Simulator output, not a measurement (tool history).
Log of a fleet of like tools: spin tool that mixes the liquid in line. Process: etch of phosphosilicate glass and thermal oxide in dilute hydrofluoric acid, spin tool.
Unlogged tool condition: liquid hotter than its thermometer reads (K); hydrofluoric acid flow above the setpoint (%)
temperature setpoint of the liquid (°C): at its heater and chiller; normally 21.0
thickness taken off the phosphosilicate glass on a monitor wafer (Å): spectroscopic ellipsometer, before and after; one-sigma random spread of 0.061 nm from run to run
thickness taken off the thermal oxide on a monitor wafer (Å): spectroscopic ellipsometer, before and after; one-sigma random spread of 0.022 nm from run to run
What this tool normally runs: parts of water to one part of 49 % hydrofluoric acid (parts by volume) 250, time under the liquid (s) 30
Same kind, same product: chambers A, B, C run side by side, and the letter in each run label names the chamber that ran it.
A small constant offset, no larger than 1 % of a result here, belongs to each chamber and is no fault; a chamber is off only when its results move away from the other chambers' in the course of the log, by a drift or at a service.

| run | hour | temperature setpoint of the liquid (°C) | parts of water to one part of 49 % hydrofluoric acid (parts by volume) | time under the liquid (s) | hours since the thermometer was replaced | hours since the hydrofluoric acid flow meter was replaced | read-back film thickness of the phosphosilicate glass reference wafer, read on the same gauge (nm) | read-back film thickness of the thermal oxide reference wafer, read on the same gauge (nm) | thickness taken off the phosphosilicate glass on a monitor wafer (Å) | thickness taken off the thermal oxide on a monitor wafer (Å) |
|---|---|---|---|---|---|---|---|---|---|---|
| 1A | 9.5 | 21.0 | 250 | 30 | 887.8 | 1011.6 | 89.953 | 69.995 | 92.587 | 4.4805 |
| 2C | 14.3 | 21.0 | 250 | 30 | 54.1 | 827.0 | 90.019 | 70.022 | 93.243 | 4.6270 |
| 3B | 23.7 | 21.0 | 250 | 30 | 617.2 | 560.6 | 90.038 | 70.022 | 93.383 | 4.8766 |
| 4A | 30.0 | 21.0 | 250 | 30 | 908.3 | 1032.1 | 90.042 | 70.001 | 92.728 | 4.2969 |
| 5C | 40.0 | 21.0 | 250 | 30 | 79.8 | 852.7 | 90.014 | 69.998 | 91.715 | 4.4498 |
| 6B | 49.1 | 21.0 | 250 | 30 | 642.6 | 586.0 | 90.006 | 69.992 | 94.225 | 4.6892 |
| 7A | 54.1 | 21.0 | 250 | 30 | 932.4 | 1056.2 | 90.007 | 70.011 | 94.229 | 4.3634 |
| 8C | 59.4 | 21.0 | 250 | 30 | 99.2 | 872.1 | 90.020 | 70.006 | 91.705 | 4.7150 |
| 9B | 66.2 | 21.0 | 250 | 30 | 659.7 | 603.1 | 89.991 | 70.019 | 94.247 | 4.5441 |
| 10B | 71.2 | 21.0 | 250 | 30 | 664.7 | 608.1 | 90.027 | 69.985 | 94.820 | 4.7889 |
| 11C | 77.0 | 21.0 | 250 | 50 | 116.8 | 889.7 | 90.009 | 70.006 | 154.460 | 7.6918 |
| 12A | 84.5 | 21.0 | 250 | 50 | 962.8 | 1086.6 | 90.016 | 69.983 | 155.660 | 7.7710 |
| 13C | 90.9 | 21.0 | 250 | 50 | 130.7 | 903.6 | 90.015 | 69.995 | 156.210 | 7.2530 |
| 14A | 99.5 | 21.0 | 310 | 40 | 977.8 | 1101.6 | 89.989 | 69.976 | 96.011 | 4.5711 |
| 15B | 107.8 | 21.0 | 310 | 40 | 701.3 | 644.7 | 90.026 | 70.000 | 96.846 | 4.7060 |
| 16A | 117.2 | 21.0 | 310 | 40 | 995.5 | 1119.3 | 89.985 | 70.018 | 94.359 | 4.4504 |
| 17B | 127.0 | 21.0 | 250 | 30 | 720.5 | 663.9 | 90.018 | 70.007 | 94.095 | 4.7247 |
| 18C | 136.8 | 21.0 | 250 | 30 | 176.6 | 949.5 | 89.996 | 70.030 | 94.632 | 4.8173 |
| 19C | 145.3 | 21.0 | 315 | 30 | 185.1 | 958.0 | 89.971 | 70.014 | 70.788 | 3.5194 |
| 20A | 152.0 | 21.0 | 315 | 30 | 1030.3 | 1154.1 | 90.008 | 70.022 | 69.770 | 3.5481 |
| 21B | 156.7 | 21.0 | 315 | 30 | 750.2 | 693.6 | 90.013 | 69.981 | 70.833 | 3.4293 |
| 22C | 165.8 | 17.0 | 250 | 20 | 205.6 | 978.5 | 89.999 | 69.995 | 54.822 | 2.3987 |
| 23A | 173.2 | 17.0 | 250 | 20 | 1051.5 | 1175.3 | 89.976 | 69.979 | 52.777 | 2.6574 |
| 24B | 180.5 | 17.0 | 250 | 20 | 774.0 | 717.4 | 90.013 | 70.023 | 53.626 | 2.8037 |
| 25A | 185.1 | 21.0 | 250 | 30 | 1063.4 | 1187.2 | 90.006 | 69.968 | 92.394 | 4.1435 |
| 26B | 192.9 | 21.0 | 250 | 30 | 786.4 | 729.8 | 89.961 | 69.992 | 95.529 | 4.8600 |
| 27C | 201.8 | 21.0 | 250 | 30 | 241.6 | 1014.5 | 89.985 | 70.004 | 98.109 | 4.6987 |
| 28C | 206.9 | 21.0 | 355 | 50 | 246.7 | 1019.6 | 90.002 | 69.996 | 103.560 | 5.6516 |
| 29B | 215.0 | 21.0 | 355 | 50 | 808.5 | 751.9 | 90.010 | 70.026 | 100.860 | 4.9056 |
| 30A | 219.5 | 21.0 | 355 | 50 | 1097.8 | 1221.6 | 89.997 | 70.012 | 100.390 | 5.0045 |
| 31C | 228.5 | 21.0 | 250 | 30 | 268.3 | 1041.2 | 90.053 | 70.004 | 99.103 | 4.7398 |
| 32A | 233.7 | 21.0 | 250 | 30 | 1112.0 | 1235.8 | 89.981 | 70.015 | 93.514 | 4.3545 |
| 33B | 242.9 | 21.0 | 250 | 30 | 836.4 | 779.8 | 89.995 | 69.994 | 94.573 | 4.4919 |
| 34A | 252.9 | 21.0 | 250 | 30 | 1131.2 | 1255.0 | 89.988 | 70.019 | 93.292 | 4.7385 |
| 35C | 262.4 | 21.0 | 250 | 30 | 302.2 | 1075.1 | 89.982 | 69.977 | 99.614 | 4.9900 |
| 36B | 269.4 | 21.0 | 250 | 30 | 862.9 | 806.3 | 90.034 | 69.987 | 93.690 | 4.4132 |
| 37C | 277.9 | 21.0 | 250 | 30 | 317.7 | 1090.6 | 89.998 | 69.981 | 100.610 | 4.8806 |

Next, all 3 chambers run the settings below, one line each with question marks for the results. What does each chamber give?
| 38A | 285.2 | 23.5 | 250 | 30 |  |  |  |  | ? | ? |
| 38B | 285.2 | 23.5 | 250 | 30 |  |  |  |  | ? | ? |
| 38C | 285.2 | 23.5 | 250 | 30 |  |  |  |  | ? | ? |

| run | thickness taken off the phosphosilicate glass on a monitor wafer (Å) | thickness taken off the thermal oxide on a monitor wafer (Å) |
|---|---|---|
| 38A | 102.410 | 4.6425 |
| 38B | 103.290 | 4.6572 |
| 38C | 110.100 | 5.4038 |

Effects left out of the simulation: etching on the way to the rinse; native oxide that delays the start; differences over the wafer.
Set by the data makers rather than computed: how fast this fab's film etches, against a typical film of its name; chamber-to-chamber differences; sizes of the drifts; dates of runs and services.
